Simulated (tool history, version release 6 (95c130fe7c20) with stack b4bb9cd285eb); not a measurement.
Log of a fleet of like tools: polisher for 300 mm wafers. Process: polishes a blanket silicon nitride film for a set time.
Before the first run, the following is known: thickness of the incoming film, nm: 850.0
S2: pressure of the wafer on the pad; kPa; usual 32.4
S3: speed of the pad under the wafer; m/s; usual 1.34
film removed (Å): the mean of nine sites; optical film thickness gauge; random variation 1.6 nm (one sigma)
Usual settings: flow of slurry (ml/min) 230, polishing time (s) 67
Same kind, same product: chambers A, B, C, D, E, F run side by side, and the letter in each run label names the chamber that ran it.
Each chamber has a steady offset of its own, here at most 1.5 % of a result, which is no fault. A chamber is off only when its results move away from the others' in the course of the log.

run 1F hour=8.9 | flow_of_slurry_(ml/min)=230 S2=32.4 S3=1.34 polishing_time_(s)=67 | film_removed_(Å)=1835.0
-- hour=13.7 chamber B: worn pad replaced by a new one
run 2B hour=18.2 | flow_of_slurry_(ml/min)=230 S2=32.4 S3=1.34 polishing_time_(s)=67 | film_removed_(Å)=1849.7
-- hour=22.3 chamber E: head pressure recalibrated
run 3A hour=30.3 | flow_of_slurry_(ml/min)=230 S2=32.4 S3=1.34 polishing_time_(s)=67 | film_removed_(Å)=1876.0
-- hour=36.0 chamber D: worn pad replaced by a new one
run 4D hour=41.7 | flow_of_slurry_(ml/min)=230 S2=32.4 S3=1.34 polishing_time_(s)=67 | film_removed_(Å)=1852.9
run 5E hour=47.5 | flow_of_slurry_(ml/min)=230 S2=32.4 S3=1.60 polishing_time_(s)=87 | film_removed_(Å)=2720.4
-- hour=53.0 chamber F: worn pad replaced by a new one
run 6C hour=55.3 | flow_of_slurry_(ml/min)=230 S2=32.4 S3=1.60 polishing_time_(s)=87 | film_removed_(Å)=2741.1
-- hour=62.4 chamber E: worn pad replaced by a new one
run 7C hour=64.5 | flow_of_slurry_(ml/min)=230 S2=32.4 S3=1.60 polishing_time_(s)=87 | film_removed_(Å)=2810.4
run 8A hour=72.7 | flow_of_slurry_(ml/min)=230 S2=32.4 S3=1.60 polishing_time_(s)=87 | film_removed_(Å)=2816.3
-- hour=74.5 chamber E: slurry nozzle cleaned
-- hour=74.5 chamber C: worn pad replaced by a new one
run 9D hour=82.9 | flow_of_slurry_(ml/min)=230 S2=32.4 S3=1.60 polishing_time_(s)=87 | film_removed_(Å)=2782.3
run 10F hour=88.5 | flow_of_slurry_(ml/min)=230 S2=32.4 S3=1.60 polishing_time_(s)=87 | film_removed_(Å)=2794.4
run 11E hour=100.7 | flow_of_slurry_(ml/min)=230 S2=32.4 S3=1.34 polishing_time_(s)=67 | film_removed_(Å)=1822.2
run 12B hour=106.7 | flow_of_slurry_(ml/min)=305 S2=37.9 S3=1.34 polishing_time_(s)=67 | film_removed_(Å)=2188.4
run 13B hour=118.3 | flow_of_slurry_(ml/min)=305 S2=37.9 S3=1.34 polishing_time_(s)=67 | film_removed_(Å)=2245.2
-- hour=119.0 chamber B: worn pad replaced by a new one
run 14E hour=124.0 | flow_of_slurry_(ml/min)=305 S2=37.9 S3=1.34 polishing_time_(s)=67 | film_removed_(Å)=2197.3
run 15D hour=130.6 | flow_of_slurry_(ml/min)=305 S2=37.9 S3=1.34 polishing_time_(s)=67 | film_removed_(Å)=2214.1
-- hour=134.4 chamber F: worn pad replaced by a new one
run 16A hour=137.6 | flow_of_slurry_(ml/min)=305 S2=37.9 S3=1.34 polishing_time_(s)=67 | film_removed_(Å)=2193.4
run 17F hour=143.4 | flow_of_slurry_(ml/min)=305 S2=37.9 S3=1.34 polishing_time_(s)=67 | film_removed_(Å)=2206.1
run 18C hour=150.2 | flow_of_slurry_(ml/min)=230 S2=32.4 S3=1.34 polishing_time_(s)=67 | film_removed_(Å)=1874.5
run 19A hour=161.2 | flow_of_slurry_(ml/min)=230 S2=32.4 S3=1.34 polishing_time_(s)=67 | film_removed_(Å)=1782.2
run 20E hour=169.9 | flow_of_slurry_(ml/min)=230 S2=32.4 S3=1.34 polishing_time_(s)=67 | film_removed_(Å)=1818.7
-- hour=171.9 chamber C: worn pad replaced by a new one
-- hour=173.5 chamber E: worn pad replaced by a new one
run 21D hour=175.8 | flow_of_slurry_(ml/min)=230 S2=32.4 S3=1.34 polishing_time_(s)=67 | film_removed_(Å)=1863.3
-- hour=179.8 chamber C: slurry nozzle cleaned
-- hour=183.8 chamber D: worn pad replaced by a new one
run 22C hour=184.6 | flow_of_slurry_(ml/min)=230 S2=32.4 S3=1.34 polishing_time_(s)=67 | film_removed_(Å)=1875.3
run 23B hour=196.8 | flow_of_slurry_(ml/min)=170 S2=39.3 S3=1.34 polishing_time_(s)=67 | film_removed_(Å)=2153.9
run 24F hour=202.5 | flow_of_slurry_(ml/min)=170 S2=39.3 S3=1.34 polishing_time_(s)=67 | film_removed_(Å)=2154.1
-- hour=208.5 chamber B: worn pad replaced by a new one
run 25A hour=208.5 | flow_of_slurry_(ml/min)=170 S2=39.3 S3=1.34 polishing_time_(s)=67 | film_removed_(Å)=2060.6
run 26C hour=219.6 | flow_of_slurry_(ml/min)=170 S2=39.3 S3=1.34 polishing_time_(s)=67 | film_removed_(Å)=2184.7
-- hour=220.0 chamber F: worn pad replaced by a new one
run 27F hour=230.6 | flow_of_slurry_(ml/min)=170 S2=39.3 S3=1.34 polishing_time_(s)=67 | film_removed_(Å)=2139.5
run 28E hour=237.2 | flow_of_slurry_(ml/min)=170 S2=39.3 S3=1.34 polishing_time_(s)=67 | film_removed_(Å)=2106.5
-- hour=240.4 chamber A: slurry nozzle cleaned
run 29D hour=244.0 | flow_of_slurry_(ml/min)=230 S2=32.4 S3=1.34 polishing_time_(s)=67 | film_removed_(Å)=1872.9
run 30B hour=254.7 | flow_of_slurry_(ml/min)=230 S2=32.4 S3=1.34 polishing_time_(s)=67 | film_removed_(Å)=1839.4
-- hour=259.7 chamber E: worn pad replaced by a new one
run 31D hour=265.1 | flow_of_slurry_(ml/min)=230 S2=32.4 S3=1.34 polishing_time_(s)=67 | film_removed_(Å)=1828.7
run 32F hour=272.6 | flow_of_slurry_(ml/min)=230 S2=32.4 S3=1.34 polishing_time_(s)=67 | film_removed_(Å)=1839.9
run 33E hour=282.7 | flow_of_slurry_(ml/min)=230 S2=32.4 S3=1.34 polishing_time_(s)=67 | film_removed_(Å)=1817.3
-- hour=287.8 chamber C: worn pad replaced by a new one
-- hour=294.1 chamber B: worn pad replaced by a new one
run 34B hour=294.2 | flow_of_slurry_(ml/min)=230 S2=32.4 S3=1.34 polishing_time_(s)=67 | film_removed_(Å)=1833.4
run 35C hour=302.6 | flow_of_slurry_(ml/min)=230 S2=32.4 S3=1.34 polishing_time_(s)=67 | film_removed_(Å)=1823.9
run 36A hour=314.6 | flow_of_slurry_(ml/min)=230 S2=32.4 S3=1.34 polishing_time_(s)=67 | film_removed_(Å)=1714.9
run 37C hour=320.0 | flow_of_slurry_(ml/min)=230 S2=32.4 S3=1.34 polishing_time_(s)=67 | film_removed_(Å)=1856.2
run 38A hour=325.5 | flow_of_slurry_(ml/min)=230 S2=32.4 S3=1.34 polishing_time_(s)=67 | film_removed_(Å)=1750.0

Is one chamber off against the others, does the gauge drift, or is nothing wrong? If a chamber is off, say which, and what the likeliest cause is.

Little by little, chamber A moves away from the other chambers.
What lies behind it: removal rate lost through wear of the pad, % = 7.35.
Not necessarily distinguishable in this log from: head's pressure below its setpoint, %.

Here are 4 candidates for chamber A's next run, each the usual settings with a change, their results left as question marks. Which one brings its results back in line with what the others give on the usual settings?
A result is in line if it is within this distance of the other chambers' mean on the usual settings: film removed (Å) 55.0
run 39A-1 hour=334.2 | flow_of_slurry_(ml/min)=230 S2=32.4 S3=1.36 polishing_time_(s)=68 | film_removed_(Å)=?
run 39A-2 hour=334.2 | flow_of_slurry_(ml/min)=140 S2=32.4 S3=1.34 polishing_time_(s)=67 | film_removed_(Å)=?
run 39A-3 hour=334.2 | flow_of_slurry_(ml/min)=230 S2=33.1 S3=1.36 polishing_time_(s)=69 | film_removed_(Å)=?
run 39A-4 hour=334.2 | flow_of_slurry_(ml/min)=230 S2=32.4 S3=1.32 polishing_time_(s)=66 | film_removed_(Å)=?

Other chambers, usual settings, mean: film removed (Å) 1844.3
run=39A-1 film_removed_(Å)=1765.6
run=39A-2 film_removed_(Å)=1597.7
run=39A-3 film_removed_(Å)=1829.4
run=39A-4 film_removed_(Å)=1672.6
It is 39A-3 that realigns the chamber with its peers.

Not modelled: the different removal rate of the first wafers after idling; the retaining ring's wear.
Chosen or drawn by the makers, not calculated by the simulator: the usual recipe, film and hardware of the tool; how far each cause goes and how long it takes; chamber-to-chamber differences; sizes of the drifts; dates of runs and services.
